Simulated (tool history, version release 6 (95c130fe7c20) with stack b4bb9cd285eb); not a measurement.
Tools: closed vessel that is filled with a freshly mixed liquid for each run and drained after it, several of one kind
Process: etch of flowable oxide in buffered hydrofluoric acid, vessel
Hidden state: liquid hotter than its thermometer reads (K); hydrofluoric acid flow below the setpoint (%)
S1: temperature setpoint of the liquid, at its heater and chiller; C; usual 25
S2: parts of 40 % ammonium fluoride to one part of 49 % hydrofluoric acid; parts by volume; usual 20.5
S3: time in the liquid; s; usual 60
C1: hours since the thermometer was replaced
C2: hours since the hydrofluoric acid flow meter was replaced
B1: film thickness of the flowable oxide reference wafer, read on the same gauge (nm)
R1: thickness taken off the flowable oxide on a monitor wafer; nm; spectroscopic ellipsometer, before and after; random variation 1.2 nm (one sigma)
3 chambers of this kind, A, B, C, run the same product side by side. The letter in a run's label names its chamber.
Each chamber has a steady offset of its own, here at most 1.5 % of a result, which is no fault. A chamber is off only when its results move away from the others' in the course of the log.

{"run": "1B", "hour": 14.3, "S1": 25, "S2": 20.5, "S3": 60, "C1": 712.5, "C2": 222.2, "B1": 50.01, "R1": 116.32}
{"run": "2A", "hour": 22.3, "S1": 25, "S2": 20.5, "S3": 60, "C1": 33.3, "C2": 255.5, "B1": 50.002, "R1": 117.05}
{"run": "3C", "hour": 31.6, "S1": 25, "S2": 20.5, "S3": 60, "C1": 1036.3, "C2": 326.3, "B1": 50.031, "R1": 117.54}
{"run": "4B", "hour": 45.4, "S1": 25, "S2": 20.5, "S3": 60, "C1": 743.6, "C2": 253.3, "B1": 49.985, "R1": 117.6}
{"run": "5A", "hour": 56.4, "S1": 25, "S2": 20.5, "S3": 60, "C1": 67.4, "C2": 289.6, "B1": 49.999, "R1": 117.6}
{"run": "6C", "hour": 69.0, "S1": 25, "S2": 20.5, "S3": 60, "C1": 1073.7, "C2": 363.7, "B1": 50.039, "R1": 116.56}
{"run": "7B", "hour": 75.6, "S1": 25, "S2": 20.5, "S3": 60, "C1": 773.8, "C2": 283.5, "B1": 49.948, "R1": 118.26}
{"run": "8C", "hour": 88.6, "S1": 27, "S2": 20.5, "S3": 70, "C1": 1093.3, "C2": 383.3, "B1": 49.982, "R1": 151.23}
{"run": "9A", "hour": 99.8, "S1": 27, "S2": 20.5, "S3": 70, "C1": 110.8, "C2": 333, "B1": 50.005, "R1": 155.04}
{"run": "10B", "hour": 112.7, "S1": 27, "S2": 20.5, "S3": 70, "C1": 810.9, "C2": 320.6, "B1": 49.987, "R1": 154.21}
{"run": "11A", "hour": 120.8, "S1": 25, "S2": 20.5, "S3": 60, "C1": 131.8, "C2": 354, "B1": 50.02, "R1": 117.49}
{"run": "12C", "hour": 130.4, "S1": 25, "S2": 20.5, "S3": 60, "C1": 1135.1, "C2": 425.1, "B1": 49.977, "R1": 119.3}
{"run": "13C", "hour": 139.0, "S1": 22.5, "S2": 20.5, "S3": 60, "C1": 1143.7, "C2": 433.7, "B1": 49.979, "R1": 102.14}
{"run": "14A", "hour": 150.5, "S1": 22.5, "S2": 20.5, "S3": 60, "C1": 161.5, "C2": 383.7, "B1": 50.029, "R1": 102.03}
{"run": "15B", "hour": 157.1, "S1": 22.5, "S2": 20.5, "S3": 60, "C1": 855.3, "C2": 365, "B1": 50.009, "R1": 104.32}
{"run": "16A", "hour": 166.2, "S1": 25, "S2": 20.5, "S3": 60, "C1": 177.2, "C2": 399.4, "B1": 50.011, "R1": 118}
{"run": "17C", "hour": 178.3, "S1": 25, "S2": 13.5, "S3": 60, "C1": 1183, "C2": 473, "B1": 50.027, "R1": 184.15}
{"run": "18B", "hour": 185.6, "S1": 25, "S2": 13.5, "S3": 60, "C1": 883.8, "C2": 393.5, "B1": 49.979, "R1": 176.13}
{"run": "19A", "hour": 192.5, "S1": 25, "S2": 13.5, "S3": 60, "C1": 203.5, "C2": 425.7, "B1": 49.991, "R1": 178.63}
{"run": "20B", "hour": 204.0, "S1": 25, "S2": 20.5, "S3": 60, "C1": 902.2, "C2": 411.9, "B1": 50.008, "R1": 118.05}
{"run": "21C", "hour": 216.7, "S1": 25, "S2": 20.5, "S3": 60, "C1": 1221.4, "C2": 511.4, "B1": 50.043, "R1": 128.25}
{"run": "22B", "hour": 229.6, "S1": 25, "S2": 20.5, "S3": 60, "C1": 927.8, "C2": 437.5, "B1": 49.965, "R1": 118.85}
{"run": "23A", "hour": 242.6, "S1": 25, "S2": 20.5, "S3": 60, "C1": 253.6, "C2": 475.8, "B1": 49.991, "R1": 118.58}
{"run": "24C", "hour": 252.8, "S1": 25, "S2": 24.5, "S3": 60, "C1": 1257.5, "C2": 547.5, "B1": 49.992, "R1": 113.61}
{"run": "25B", "hour": 263.1, "S1": 25, "S2": 24.5, "S3": 60, "C1": 961.3, "C2": 471, "B1": 49.99, "R1": 105.51}
{"run": "26C", "hour": 276.7, "S1": 25, "S2": 24.5, "S3": 60, "C1": 1281.4, "C2": 571.4, "B1": 49.97, "R1": 116.38}

All 3 chambers run these settings next. Forecast each chamber's results:
{"run": "27A", "hour": 287.0, "S1": 25, "S2": 20.5, "S3": 60, "R1": "?"}
{"run": "27B", "hour": 287.0, "S1": 25, "S2": 20.5, "S3": 60, "R1": "?"}
{"run": "27C", "hour": 287.0, "S1": 25, "S2": 20.5, "S3": 60, "R1": "?"}

run=27A R1=118.15
run=27B R1=119.06
run=27C R1=133.05
